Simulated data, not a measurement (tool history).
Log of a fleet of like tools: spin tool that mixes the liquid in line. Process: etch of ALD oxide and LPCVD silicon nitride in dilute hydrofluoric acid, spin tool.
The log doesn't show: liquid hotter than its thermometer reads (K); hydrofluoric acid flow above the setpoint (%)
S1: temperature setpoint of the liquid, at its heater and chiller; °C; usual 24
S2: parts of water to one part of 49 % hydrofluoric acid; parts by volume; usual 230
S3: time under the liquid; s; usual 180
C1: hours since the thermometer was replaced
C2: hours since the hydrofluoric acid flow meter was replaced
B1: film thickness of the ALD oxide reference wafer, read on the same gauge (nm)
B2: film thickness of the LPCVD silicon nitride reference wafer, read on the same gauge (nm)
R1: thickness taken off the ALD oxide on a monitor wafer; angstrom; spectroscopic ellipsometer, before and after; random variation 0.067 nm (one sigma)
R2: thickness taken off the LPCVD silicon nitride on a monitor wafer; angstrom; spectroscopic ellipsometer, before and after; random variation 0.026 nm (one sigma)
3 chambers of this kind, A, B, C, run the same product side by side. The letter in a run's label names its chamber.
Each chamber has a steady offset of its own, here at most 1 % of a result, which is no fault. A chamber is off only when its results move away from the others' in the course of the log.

Run 1C, hour 8.9: usual settings; C1 357.2; C2 216; B1 69.999; B2 100.03. Result: R1 97.147 angstrom, R2 3.7405 angstrom.
Run 2B, hour 18.9: usual settings; C1 1364.7; C2 32.5; B1 70.055; B2 99.987. Result: R1 96.167 angstrom, R2 3.3611 angstrom.
Run 3A, hour 25.3: usual settings; C1 125.5; C2 1287; B1 70.003; B2 100.01. Result: R1 95.802 angstrom, R2 3.5519 angstrom.
Run 4C, hour 37: usual settings; C1 385.3; C2 244.1; B1 70.011; B2 99.999. Result: R1 97.122 angstrom, R2 3.6578 angstrom.
Run 5A, hour 45.2: usual settings; C1 145.4; C2 1306.9; B1 70.016; B2 99.982. Result: R1 95.58 angstrom, R2 3.7872 angstrom.
Run 6B, hour 54.2: usual settings; C1 1400; C2 67.8; B1 70.003; B2 99.97. Result: R1 95.495 angstrom, R2 3.6948 angstrom.
Run 7B, hour 63.7: usual settings; C1 1409.5; C2 77.3; B1 70.027; B2 100.03. Result: R1 96.483 angstrom, R2 3.9925 angstrom.
Run 8A, hour 72.8: usual settings; C1 173; C2 1334.5; B1 70.031; B2 99.999. Result: R1 96.425 angstrom, R2 3.8244 angstrom.
Run 9C, hour 83.1: usual settings; C1 431.4; C2 290.2; B1 69.967; B2 99.966. Result: R1 96.069 angstrom, R2 3.872 angstrom.
Run 10B, hour 90.9: usual settings; C1 1436.7; C2 104.5; B1 70.012; B2 100. Result: R1 95.739 angstrom, R2 3.5472 angstrom.
Run 11C, hour 102.2: usual settings but S1 27 °C; C1 450.5; C2 309.3; B1 69.999; B2 99.972. Result: R1 107.89 angstrom, R2 4.8071 angstrom.
Run 12A, hour 109.8: usual settings but S1 27 °C; C1 210; C2 1371.5; B1 69.976; B2 100. Result: R1 106.68 angstrom, R2 4.2133 angstrom.
Run 13B, hour 115.8: usual settings but S1 27 °C; C1 1461.6; C2 129.4; B1 69.98; B2 99.96. Result: R1 106.38 angstrom, R2 4.1783 angstrom.
Run 14C, hour 125: usual settings; C1 473.3; C2 332.1; B1 69.986; B2 100.01. Result: R1 94.937 angstrom, R2 3.6814 angstrom.
Run 15A, hour 130.5: usual settings; C1 230.7; C2 1392.2; B1 70.06; B2 99.98. Result: R1 95.707 angstrom, R2 3.4362 angstrom.
Run 16C, hour 136.9: usual settings; C1 485.2; C2 344; B1 69.93; B2 100.01. Result: R1 96.028 angstrom, R2 3.5483 angstrom.
Run 17A, hour 147.5: usual settings; C1 247.7; C2 1409.2; B1 70.021; B2 100.02. Result: R1 95.69 angstrom, R2 3.467 angstrom.
Run 18B, hour 158.8: usual settings; C1 1504.6; C2 172.4; B1 69.999; B2 100.04. Result: R1 96.039 angstrom, R2 3.5405 angstrom.
Run 19A, hour 169.5: usual settings; C1 269.7; C2 1431.2; B1 70.02; B2 99.957. Result: R1 96.726 angstrom, R2 4.1599 angstrom.
Run 20C, hour 181.1: usual settings; C1 529.4; C2 388.2; B1 69.988; B2 100.02. Result: R1 98.056 angstrom, R2 3.58 angstrom.
Run 21B, hour 186.8: usual settings but S2 145 parts by volume, S3 250 s; C1 1532.6; C2 200.4; B1 70.066; B2 99.984. Result: R1 231.04 angstrom, R2 7.6749 angstrom.
Run 22B, hour 194: usual settings but S2 145 parts by volume, S3 250 s; C1 1539.8; C2 207.6; B1 69.997; B2 99.939. Result: R1 235.34 angstrom, R2 8.5232 angstrom.
Run 23C, hour 205.3: usual settings but S2 145 parts by volume, S3 250 s; C1 553.6; C2 412.4; B1 69.973; B2 99.965. Result: R1 233.81 angstrom, R2 8.4921 angstrom.
Run 24A, hour 211.2: usual settings; C1 311.4; C2 1472.9; B1 70.007; B2 100.01. Result: R1 96.894 angstrom, R2 3.948 angstrom.
Run 25C, hour 221.8: usual settings; C1 570.1; C2 428.9; B1 69.979; B2 99.979. Result: R1 96.579 angstrom, R2 4.1115 angstrom.

All 3 chambers run these settings next. Forecast each chamber's results:
Run 26A, hour 230.5: usual settings but S3 145 s. Result: R1 ?, R2 ?.
Run 26B, hour 230.5: usual settings but S3 145 s. Result: R1 ?, R2 ?.
Run 26C, hour 230.5: usual settings but S3 145 s. Result: R1 ?, R2 ?.

run      R1      R2
26A  77.096  3.1114
26B  77.488  2.9249
26C  77.818  2.7128
